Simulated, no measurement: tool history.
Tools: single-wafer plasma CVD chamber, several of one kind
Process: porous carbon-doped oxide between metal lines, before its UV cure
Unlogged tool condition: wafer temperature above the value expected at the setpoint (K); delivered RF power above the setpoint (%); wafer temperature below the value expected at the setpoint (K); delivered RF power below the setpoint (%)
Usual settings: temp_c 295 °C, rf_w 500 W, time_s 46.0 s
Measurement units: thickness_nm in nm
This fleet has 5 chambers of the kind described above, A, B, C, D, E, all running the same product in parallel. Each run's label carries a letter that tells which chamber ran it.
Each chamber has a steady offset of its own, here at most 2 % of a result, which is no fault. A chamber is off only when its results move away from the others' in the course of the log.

run   hour  temp_c  rf_w  time_s  hours since the last thermocouple change  hours since the last RF generator calibration  read-back reference wafer on the same gauge, thickness_nm  thickness_nm
 1A    5.3     295   500    46.0                                     651.8                                          178.0                                                     231.00        252.25
 2D    9.2     295   500    46.0                                    2276.0                                          157.0                                                     231.05        252.13
 3E   14.3     295   500    46.0                                    1350.6                                         1307.5                                                     231.08        254.45
 4C   17.8     295   500    46.0                                     973.2                                          125.8                                                     231.05        256.78
 5B   23.7     295   500    46.0                                     414.3                                         1931.8                                                     231.19        255.33
 6A   27.9     295   500    46.0                                     674.4                                          200.6                                                     231.20        251.87
 7C   34.2     295   500    46.0                                     989.6                                          142.2                                                     231.27        257.14
 8B   38.2     295   500    46.0                                     428.8                                         1946.3                                                     231.20        255.74
 9D   41.6     295   500    46.0                                    2308.4                                          189.4                                                     231.31        252.09
10E   47.7     295   500    46.0                                    1384.0                                         1340.9                                                     231.36        254.83
11D   52.5     295   500    46.0                                    2319.3                                          200.3                                                     231.27        252.48
12B   57.8     295   500    46.0                                     448.4                                         1965.9                                                     231.42        255.70
13A   63.9     295   500    46.0                                     710.4                                          236.6                                                     231.51        252.82
14E   70.1     295   500    46.0                                    1406.4                                         1363.3                                                     231.54        255.03
15C   74.0     308   500    39.4                                    1029.4                                          182.0                                                     231.58        205.88
16C   79.5     308   500    39.4                                    1034.9                                          187.5                                                     231.48        205.73
17D   85.7     308   500    39.4                                    2352.5                                          233.5                                                     231.63        201.44
18A   91.5     308   500    39.4                                     738.0                                          264.2                                                     231.60        201.98
19B   94.8     308   500    39.4                                     485.4                                         2002.9                                                     231.70        204.79
20E  100.1     295   500    46.0                                    1436.4                                         1393.3                                                     231.75        254.61
21E  107.0     295   500    46.0                                    1443.3                                         1400.2                                                     231.75        255.31
22A  112.4     295   500    46.0                                     758.9                                          285.1                                                     231.90        252.87
23C  118.4     295   500    46.0                                    1073.8                                          226.4                                                     231.86        257.87
24B  123.8     295   500    46.0                                     514.4                                         2031.9                                                     231.93        256.61
25D  130.4     295   500    46.0                                    2397.2                                          278.2                                                     231.88        252.55
26D  136.0     295   500    46.0                                    2402.8                                          283.8                                                     231.94        252.83
27C  140.5     295   500    46.0                                    1095.9                                          248.5                                                     232.01        257.59
28E  146.8     295   575    48.9                                    1483.1                                         1440.0                                                     232.07        297.44
29A  151.2     295   575    48.9                                     797.7                                          323.9                                                     231.93        293.55
30B  156.4     295   575    48.9                                     547.0                                         2064.5                                                     232.02        299.59
31E  163.1     295   575    48.9                                    1499.4                                         1456.3                                                     232.15        297.12
32A  170.0     295   575    48.9                                     816.5                                          342.7                                                     232.19        294.62
33C  176.0     295   500    46.0                                    1131.4                                          284.0                                                     232.17        258.12
34B  181.4     309   500    53.3                                     572.0                                         2089.5                                                     232.16        274.66
35D  184.7     309   500    53.3                                    2451.5                                          332.5                                                     232.30        270.16
36B  189.7     309   500    53.3                                     580.3                                         2097.8                                                     232.34        274.75

All 5 chambers run these settings next. Forecast each chamber's results:
37A  194.7     300   500    46.0                                                                                                                                                                 ?
37B  194.7     300   500    46.0                                                                                                                                                                 ?
37C  194.7     300   500    46.0                                                                                                                                                                 ?
37D  194.7     300   500    46.0                                                                                                                                                                 ?
37E  194.7     300   500    46.0                                                                                                                                                                 ?

run  thickness_nm
37A        245.84
37B        249.10
37C        251.20
37D        246.25
37E        248.98

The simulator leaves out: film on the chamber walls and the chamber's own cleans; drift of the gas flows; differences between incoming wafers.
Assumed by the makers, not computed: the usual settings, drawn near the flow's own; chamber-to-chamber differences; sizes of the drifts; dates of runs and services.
